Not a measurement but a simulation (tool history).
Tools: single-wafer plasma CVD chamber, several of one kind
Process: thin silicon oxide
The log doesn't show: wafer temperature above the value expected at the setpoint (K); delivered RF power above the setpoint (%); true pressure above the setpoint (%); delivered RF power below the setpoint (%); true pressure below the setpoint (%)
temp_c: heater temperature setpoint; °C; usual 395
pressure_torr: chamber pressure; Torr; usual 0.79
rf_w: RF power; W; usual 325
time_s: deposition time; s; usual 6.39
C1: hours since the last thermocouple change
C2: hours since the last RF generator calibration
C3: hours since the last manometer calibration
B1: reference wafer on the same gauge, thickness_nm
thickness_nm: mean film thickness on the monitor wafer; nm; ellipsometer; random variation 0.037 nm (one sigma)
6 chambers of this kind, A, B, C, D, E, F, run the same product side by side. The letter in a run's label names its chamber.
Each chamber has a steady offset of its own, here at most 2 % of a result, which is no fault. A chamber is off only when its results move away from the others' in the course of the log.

{"run": "1C", "hour": 9.9, "temp_c": 395, "pressure_torr": 0.79, "rf_w": 325, "time_s": 6.39, "C1": 796.2, "C2": 2417.0, "C3": 1675.4, "B1": 12.106, "thickness_nm": 11.964}
{"run": "2F", "hour": 20.3, "temp_c": 395, "pressure_torr": 0.79, "rf_w": 325, "time_s": 6.39, "C1": 1256.4, "C2": 349.3, "C3": 578.1, "B1": 12.106, "thickness_nm": 12.11}
{"run": "3D", "hour": 27.2, "temp_c": 395, "pressure_torr": 0.79, "rf_w": 325, "time_s": 6.39, "C1": 449.5, "C2": 1609.7, "C3": 795.1, "B1": 12.098, "thickness_nm": 12.155}
{"hour": 29.1, "done": "chamber C: capacitance manometer re-zeroed and calibrated"}
{"run": "4B", "hour": 35.8, "temp_c": 395, "pressure_torr": 0.79, "rf_w": 325, "time_s": 6.39, "C1": 1608.3, "C2": 337.6, "C3": 174.4, "B1": 12.112, "thickness_nm": 12.043}
{"run": "5A", "hour": 45.6, "temp_c": 395, "pressure_torr": 0.79, "rf_w": 325, "time_s": 6.39, "C1": 1993.0, "C2": 594.7, "C3": 442.3, "B1": 12.098, "thickness_nm": 12.01}
{"run": "6E", "hour": 53.3, "temp_c": 395, "pressure_torr": 0.79, "rf_w": 325, "time_s": 6.39, "C1": 2067.1, "C2": 631.7, "C3": 934.3, "B1": 12.102, "thickness_nm": 12.04}
{"run": "7D", "hour": 61.8, "temp_c": 395, "pressure_torr": 0.79, "rf_w": 380, "time_s": 5.82, "C1": 484.1, "C2": 1644.3, "C3": 829.7, "B1": 12.108, "thickness_nm": 11.815}
{"run": "8A", "hour": 67.1, "temp_c": 395, "pressure_torr": 0.79, "rf_w": 380, "time_s": 5.82, "C1": 2014.5, "C2": 616.2, "C3": 463.8, "B1": 12.096, "thickness_nm": 11.71}
{"run": "9F", "hour": 74.4, "temp_c": 395, "pressure_torr": 0.79, "rf_w": 380, "time_s": 5.82, "C1": 1310.5, "C2": 403.4, "C3": 632.2, "B1": 12.104, "thickness_nm": 11.693}
{"hour": 74.8, "done": "chamber B: thermocouple changed; heater temperature recalibrated"}
{"run": "10B", "hour": 84.4, "temp_c": 395, "pressure_torr": 0.79, "rf_w": 380, "time_s": 5.82, "C1": 9.6, "C2": 386.2, "C3": 223.0, "B1": 12.097, "thickness_nm": 11.658}
{"run": "11C", "hour": 91.2, "temp_c": 395, "pressure_torr": 0.79, "rf_w": 380, "time_s": 5.82, "C1": 877.5, "C2": 2498.3, "C3": 62.1, "B1": 12.105, "thickness_nm": 11.551}
{"hour": 96.0, "done": "chamber C: thermocouple changed; heater temperature recalibrated"}
{"run": "12E", "hour": 101.5, "temp_c": 395, "pressure_torr": 0.79, "rf_w": 380, "time_s": 5.82, "C1": 2115.3, "C2": 679.9, "C3": 982.5, "B1": 12.092, "thickness_nm": 11.671}
{"run": "13D", "hour": 109.4, "temp_c": 395, "pressure_torr": 0.79, "rf_w": 325, "time_s": 6.39, "C1": 531.7, "C2": 1691.9, "C3": 877.3, "B1": 12.096, "thickness_nm": 12.198}
{"run": "14B", "hour": 118.2, "temp_c": 395, "pressure_torr": 0.79, "rf_w": 325, "time_s": 6.39, "C1": 43.4, "C2": 420.0, "C3": 256.8, "B1": 12.099, "thickness_nm": 12.054}
{"run": "15C", "hour": 127.5, "temp_c": 395, "pressure_torr": 0.79, "rf_w": 325, "time_s": 6.39, "C1": 31.6, "C2": 2534.6, "C3": 98.4, "B1": 12.096, "thickness_nm": 11.989}
{"run": "16E", "hour": 136.6, "temp_c": 395, "pressure_torr": 0.79, "rf_w": 325, "time_s": 6.39, "C1": 2150.4, "C2": 715.0, "C3": 1017.6, "B1": 12.097, "thickness_nm": 12.025}
{"run": "17A", "hour": 141.2, "temp_c": 389, "pressure_torr": 0.79, "rf_w": 325, "time_s": 6.39, "C1": 2088.6, "C2": 690.3, "C3": 537.9, "B1": 12.109, "thickness_nm": 12.264}
{"run": "18F", "hour": 149.7, "temp_c": 389, "pressure_torr": 0.79, "rf_w": 325, "time_s": 6.39, "C1": 1385.8, "C2": 478.7, "C3": 707.5, "B1": 12.102, "thickness_nm": 12.09}
{"run": "19E", "hour": 158.8, "temp_c": 389, "pressure_torr": 0.79, "rf_w": 325, "time_s": 6.39, "C1": 2172.6, "C2": 737.2, "C3": 1039.8, "B1": 12.099, "thickness_nm": 12.111}
{"run": "20B", "hour": 166.7, "temp_c": 389, "pressure_torr": 0.79, "rf_w": 325, "time_s": 6.39, "C1": 91.9, "C2": 468.5, "C3": 305.3, "B1": 12.092, "thickness_nm": 12.14}
{"run": "21C", "hour": 173.5, "temp_c": 389, "pressure_torr": 0.79, "rf_w": 325, "time_s": 6.39, "C1": 77.6, "C2": 2580.6, "C3": 144.4, "B1": 12.105, "thickness_nm": 11.996}
{"run": "22D", "hour": 180.4, "temp_c": 389, "pressure_torr": 0.79, "rf_w": 325, "time_s": 6.39, "C1": 602.7, "C2": 1762.9, "C3": 948.3, "B1": 12.1, "thickness_nm": 12.222}
{"run": "23F", "hour": 190.6, "temp_c": 395, "pressure_torr": 0.79, "rf_w": 325, "time_s": 6.39, "C1": 1426.7, "C2": 519.6, "C3": 748.4, "B1": 12.102, "thickness_nm": 12.127}
{"run": "24A", "hour": 199.9, "temp_c": 406, "pressure_torr": 0.79, "rf_w": 325, "time_s": 5.7, "C1": 2147.3, "C2": 749.0, "C3": 596.6, "B1": 12.089, "thickness_nm": 10.859}
{"run": "25C", "hour": 210.2, "temp_c": 406, "pressure_torr": 0.79, "rf_w": 325, "time_s": 5.7, "C1": 114.3, "C2": 2617.3, "C3": 181.1, "B1": 12.096, "thickness_nm": 10.584}
{"run": "26A", "hour": 219.4, "temp_c": 406, "pressure_torr": 0.79, "rf_w": 325, "time_s": 5.7, "C1": 2166.8, "C2": 768.5, "C3": 616.1, "B1": 12.097, "thickness_nm": 10.857}
{"run": "27E", "hour": 229.8, "temp_c": 406, "pressure_torr": 0.79, "rf_w": 325, "time_s": 5.7, "C1": 2243.6, "C2": 808.2, "C3": 1110.8, "B1": 12.104, "thickness_nm": 10.692}
{"run": "28B", "hour": 239.2, "temp_c": 406, "pressure_torr": 0.79, "rf_w": 325, "time_s": 5.7, "C1": 164.4, "C2": 541.0, "C3": 377.8, "B1": 12.097, "thickness_nm": 10.698}
{"run": "29D", "hour": 247.2, "temp_c": 406, "pressure_torr": 0.79, "rf_w": 325, "time_s": 5.7, "C1": 669.5, "C2": 1829.7, "C3": 1015.1, "B1": 12.098, "thickness_nm": 10.771}
{"hour": 248.7, "done": "chamber E: capacitance manometer re-zeroed and calibrated"}
{"run": "30F", "hour": 254.1, "temp_c": 395, "pressure_torr": 0.89, "rf_w": 270, "time_s": 6.39, "C1": 1490.2, "C2": 583.1, "C3": 811.9, "B1": 12.097, "thickness_nm": 12.508}
{"hour": 257.4, "done": "chamber D: capacitance manometer re-zeroed and calibrated"}
{"run": "31D", "hour": 259.3, "temp_c": 395, "pressure_torr": 0.89, "rf_w": 270, "time_s": 6.39, "C1": 681.6, "C2": 1841.8, "C3": 2.0, "B1": 12.096, "thickness_nm": 12.535}
{"run": "32E", "hour": 264.2, "temp_c": 395, "pressure_torr": 0.89, "rf_w": 270, "time_s": 6.39, "C1": 2278.0, "C2": 842.6, "C3": 15.6, "B1": 12.104, "thickness_nm": 12.442}
{"hour": 264.3, "done": "chamber C: RF generator calibrated"}
{"run": "33F", "hour": 274.1, "temp_c": 395, "pressure_torr": 0.89, "rf_w": 270, "time_s": 6.39, "C1": 1510.2, "C2": 603.1, "C3": 831.9, "B1": 12.103, "thickness_nm": 12.512}
{"run": "34B", "hour": 280.6, "temp_c": 395, "pressure_torr": 0.89, "rf_w": 270, "time_s": 6.39, "C1": 205.8, "C2": 582.4, "C3": 419.2, "B1": 12.105, "thickness_nm": 12.436}
{"run": "35C", "hour": 287.0, "temp_c": 395, "pressure_torr": 0.89, "rf_w": 270, "time_s": 6.39, "C1": 191.1, "C2": 22.7, "C3": 257.9, "B1": 12.105, "thickness_nm": 12.39}
{"run": "36A", "hour": 297.1, "temp_c": 395, "pressure_torr": 0.79, "rf_w": 325, "time_s": 6.39, "C1": 2244.5, "C2": 846.2, "C3": 693.8, "B1": 12.095, "thickness_nm": 12.45}
{"run": "37F", "hour": 302.2, "temp_c": 395, "pressure_torr": 0.79, "rf_w": 325, "time_s": 6.39, "C1": 1538.3, "C2": 631.2, "C3": 860.0, "B1": 12.104, "thickness_nm": 12.162}
{"run": "38C", "hour": 307.0, "temp_c": 395, "pressure_torr": 0.79, "rf_w": 325, "time_s": 6.39, "C1": 211.1, "C2": 42.7, "C3": 277.9, "B1": 12.099, "thickness_nm": 12.023}
{"run": "39E", "hour": 312.0, "temp_c": 395, "pressure_torr": 0.79, "rf_w": 325, "time_s": 6.39, "C1": 2325.8, "C2": 890.4, "C3": 63.4, "B1": 12.097, "thickness_nm": 12.027}

Is one chamber off against the others, does the gauge drift, or is nothing wrong? If a chamber is off, say which, and what the likeliest cause is.

Chamber A drifts away from the others.
Cause: true pressure above the setpoint (%) = 3.53.

Here are 4 candidates for chamber A's next run, each the usual settings with a change, their results left as question marks. Which one brings its results back in line with what the others give on the usual settings?
In line means no further than this from the other chambers' mean on the usual settings: thickness_nm 0.130 nm
{"run": "40A-1", "hour": 319.5, "temp_c": 395, "pressure_torr": 0.764, "rf_w": 325, "time_s": 6.39, "thickness_nm": "?"}
{"run": "40A-2", "hour": 319.5, "temp_c": 395, "pressure_torr": 0.804, "rf_w": 325, "time_s": 6.47, "thickness_nm": "?"}
{"run": "40A-3", "hour": 319.5, "temp_c": 395, "pressure_torr": 0.814, "rf_w": 325, "time_s": 6.53, "thickness_nm": "?"}
{"run": "40A-4", "hour": 319.5, "temp_c": 395, "pressure_torr": 0.747, "rf_w": 325, "time_s": 6.39, "thickness_nm": "?"}

The other chambers' mean on the usual settings: thickness_nm 12.083 nm
run=40A-1 thickness_nm=12.080
run=40A-2 thickness_nm=12.829
run=40A-3 thickness_nm=13.085
run=40A-4 thickness_nm=11.823
40A-1 brings the chamber back in line.

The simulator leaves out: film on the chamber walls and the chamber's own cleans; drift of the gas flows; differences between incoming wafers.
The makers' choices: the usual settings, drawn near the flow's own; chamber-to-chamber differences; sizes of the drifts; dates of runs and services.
